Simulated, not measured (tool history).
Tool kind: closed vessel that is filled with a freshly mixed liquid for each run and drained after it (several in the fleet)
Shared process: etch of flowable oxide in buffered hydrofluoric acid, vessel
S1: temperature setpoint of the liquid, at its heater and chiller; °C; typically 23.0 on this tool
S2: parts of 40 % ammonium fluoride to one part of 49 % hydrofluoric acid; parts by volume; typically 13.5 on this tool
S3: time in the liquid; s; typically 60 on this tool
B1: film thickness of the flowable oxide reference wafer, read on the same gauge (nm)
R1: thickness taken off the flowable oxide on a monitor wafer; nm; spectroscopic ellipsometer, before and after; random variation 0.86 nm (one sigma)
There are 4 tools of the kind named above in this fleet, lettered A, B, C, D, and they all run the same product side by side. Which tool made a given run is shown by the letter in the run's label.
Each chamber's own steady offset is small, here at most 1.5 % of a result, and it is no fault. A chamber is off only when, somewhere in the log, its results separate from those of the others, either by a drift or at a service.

| run | hour | S1 | S2 | S3 | B1 | R1 |
|---|---|---|---|---|---|---|
| 1B | 5.3 | 23.0 | 13.5 | 60 | 49.994 | 206.36 |
| 2A | 13.9 | 23.0 | 13.5 | 60 | 50.004 | 205.66 |
| 3C | 21.5 | 23.0 | 13.5 | 60 | 50.020 | 204.61 |
| 4D | 28.0 | 23.0 | 13.5 | 60 | 50.027 | 203.15 |
| 5C | 33.1 | 23.0 | 13.5 | 60 | 50.007 | 205.97 |
| 6D | 40.4 | 23.0 | 13.5 | 60 | 50.005 | 203.68 |
| 7A | 44.6 | 23.0 | 13.5 | 60 | 49.989 | 207.02 |
| 8B | 50.6 | 23.0 | 13.5 | 60 | 49.993 | 206.89 |
| 9A | 54.9 | 23.0 | 13.5 | 60 | 49.993 | 205.31 |
| 10B | 62.4 | 18.5 | 13.5 | 60 | 50.005 | 161.20 |
| 11D | 70.9 | 18.5 | 13.5 | 60 | 49.984 | 159.43 |
| 12C | 75.2 | 18.5 | 13.5 | 60 | 49.989 | 159.75 |
| 13B | 83.7 | 18.5 | 13.5 | 60 | 49.997 | 160.66 |
| 14D | 91.0 | 23.0 | 18.5 | 60 | 50.009 | 148.13 |
| 15A | 98.2 | 23.0 | 18.5 | 60 | 50.012 | 151.91 |
| 16C | 102.6 | 23.0 | 18.5 | 60 | 50.004 | 151.58 |
| 17A | 107.2 | 23.0 | 18.5 | 60 | 50.004 | 153.24 |
| 18D | 116.2 | 23.0 | 13.5 | 60 | 50.013 | 205.43 |
| 19B | 120.7 | 23.0 | 13.5 | 60 | 50.011 | 206.15 |
| 20C | 128.0 | 23.0 | 13.5 | 60 | 50.006 | 205.83 |
| 21D | 132.5 | 23.0 | 13.5 | 60 | 50.000 | 204.90 |
| 22C | 137.0 | 23.0 | 13.5 | 60 | 49.998 | 204.45 |
| 23B | 143.7 | 23.0 | 13.5 | 60 | 50.008 | 206.25 |
| 24A | 149.5 | 23.0 | 13.5 | 60 | 49.994 | 208.48 |
| 25A | 157.8 | 23.0 | 13.5 | 60 | 49.998 | 206.84 |
| 26B | 163.9 | 23.0 | 13.5 | 60 | 49.996 | 207.53 |
| 27C | 168.0 | 23.0 | 13.5 | 60 | 50.009 | 204.95 |
| 28D | 177.0 | 25.0 | 13.5 | 60 | 50.017 | 228.32 |
| 29D | 183.3 | 25.0 | 13.5 | 60 | 50.008 | 225.16 |

All 4 chambers run these settings next. Forecast each chamber's results:
| 30A | 190.0 | 23.0 | 13.5 | 40 |  | ? |
| 30B | 190.0 | 23.0 | 13.5 | 40 |  | ? |
| 30C | 190.0 | 23.0 | 13.5 | 40 |  | ? |
| 30D | 190.0 | 23.0 | 13.5 | 40 |  | ? |

| run | R1 |
|---|---|
| 30A | 138.08 |
| 30B | 137.65 |
| 30C | 137.28 |
| 30D | 135.50 |

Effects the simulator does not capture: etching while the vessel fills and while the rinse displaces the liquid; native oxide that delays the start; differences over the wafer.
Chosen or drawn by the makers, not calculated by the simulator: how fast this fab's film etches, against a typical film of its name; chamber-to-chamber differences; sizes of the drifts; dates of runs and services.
